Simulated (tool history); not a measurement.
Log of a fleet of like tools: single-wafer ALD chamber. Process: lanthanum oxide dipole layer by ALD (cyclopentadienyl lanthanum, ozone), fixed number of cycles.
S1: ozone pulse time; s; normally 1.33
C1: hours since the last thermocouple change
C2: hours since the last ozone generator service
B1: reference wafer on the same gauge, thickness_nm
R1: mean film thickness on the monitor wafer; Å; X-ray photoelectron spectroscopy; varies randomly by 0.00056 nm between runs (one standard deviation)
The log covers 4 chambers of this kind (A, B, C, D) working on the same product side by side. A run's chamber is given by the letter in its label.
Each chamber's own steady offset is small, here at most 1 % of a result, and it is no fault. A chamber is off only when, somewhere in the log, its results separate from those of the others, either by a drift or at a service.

| run | day | S1 | C1 | C2 | B1 | R1 |
|---|---|---|---|---|---|---|
| 1D | 0.092 | 1.33 | 456.5 | 687.6 | 0.49698 | 5.3609 |
|  | 0.188 | chamber A: thermocouple changed; heater temperature recalibrated |
| 2A | 0.271 | 1.33 | 2.1 | 1062.0 | 0.49686 | 5.3712 |
| 3C | 0.383 | 1.33 | 1639.0 | 1248.7 | 0.49681 | 5.4040 |
| 4B | 0.500 | 1.33 | 1644.5 | 382.7 | 0.49680 | 5.4248 |
| 5D | 0.696 | 1.33 | 471.0 | 702.1 | 0.49664 | 5.3681 |
| 6C | 0.833 | 1.33 | 1649.8 | 1259.5 | 0.49678 | 5.3986 |
| 7B | 0.967 | 1.33 | 1655.7 | 393.9 | 0.49655 | 5.4116 |
| 8A | 1.121 | 1.01 | 22.5 | 1082.4 | 0.49649 | 5.0044 |
| 9A | 1.300 | 1.01 | 26.8 | 1086.7 | 0.49646 | 5.0052 |
| 10B | 1.471 | 1.01 | 1667.8 | 406.0 | 0.49644 | 5.0598 |
| 11C | 1.579 | 1.01 | 1667.7 | 1277.4 | 0.49632 | 5.0319 |
| 12D | 1.754 | 1.33 | 496.4 | 727.5 | 0.49635 | 5.3563 |
| 13D | 1.912 | 1.33 | 500.2 | 731.3 | 0.49627 | 5.3621 |
| 14C | 2.008 | 1.33 | 1678.0 | 1287.7 | 0.49621 | 5.4143 |
| 15B | 2.117 | 1.33 | 1683.3 | 421.5 | 0.49636 | 5.4146 |
| 16A | 2.275 | 1.33 | 50.2 | 1110.1 | 0.49623 | 5.3711 |
| 17C | 2.412 | 1.33 | 1687.7 | 1297.4 | 0.49604 | 5.4004 |
| 18B | 2.504 | 1.33 | 1692.6 | 430.8 | 0.49598 | 5.4032 |
| 19A | 2.629 | 1.33 | 58.7 | 1118.6 | 0.49602 | 5.3598 |
| 20D | 2.758 | 1.33 | 520.5 | 751.6 | 0.49587 | 5.3644 |
| 21A | 2.896 | 1.33 | 65.1 | 1125.0 | 0.49585 | 5.3646 |
| 22B | 3.025 | 1.33 | 1705.1 | 443.3 | 0.49572 | 5.4155 |
| 23D | 3.204 | 1.12 | 531.2 | 762.3 | 0.49585 | 5.1362 |
| 24C | 3.367 | 1.12 | 1710.6 | 1320.3 | 0.49570 | 5.1816 |
| 25D | 3.558 | 1.12 | 539.7 | 770.8 | 0.49556 | 5.1451 |
| 26A | 3.646 | 1.12 | 83.1 | 1143.0 | 0.49542 | 5.1426 |
| 27C | 3.833 | 1.33 | 1721.8 | 1331.5 | 0.49542 | 5.3872 |
| 28B | 3.983 | 0.86 | 1728.1 | 466.3 | 0.49549 | 4.7896 |
| 29A | 4.083 | 0.86 | 93.6 | 1153.5 | 0.49527 | 4.7123 |
| 30D | 4.179 | 0.86 | 554.6 | 785.7 | 0.49524 | 4.7228 |
| 31B | 4.296 | 0.86 | 1735.6 | 473.8 | 0.49534 | 4.7795 |
| 32C | 4.467 | 1.33 | 1737.0 | 1346.7 | 0.49517 | 5.3960 |
| 33D | 4.608 | 1.33 | 564.9 | 796.0 | 0.49528 | 5.3472 |
| 34B | 4.754 | 1.33 | 1746.6 | 484.8 | 0.49503 | 5.4107 |
| 35A | 4.888 | 1.33 | 112.9 | 1172.8 | 0.49515 | 5.3551 |
| 36C | 5.004 | 1.33 | 1749.9 | 1359.6 | 0.49499 | 5.3949 |
| 37A | 5.192 | 1.33 | 120.2 | 1180.1 | 0.49491 | 5.3568 |

Each of the 4 chambers runs these same settings next. Fill in every chamber's results:
| 38A | 5.338 | 0.83 |  |  |  | ? |
| 38B | 5.338 | 0.83 |  |  |  | ? |
| 38C | 5.338 | 0.83 |  |  |  | ? |
| 38D | 5.338 | 0.83 |  |  |  | ? |

| run | R1 |
|---|---|
| 38A | 4.6495 |
| 38B | 4.7278 |
| 38C | 4.6645 |
| 38D | 4.6471 |
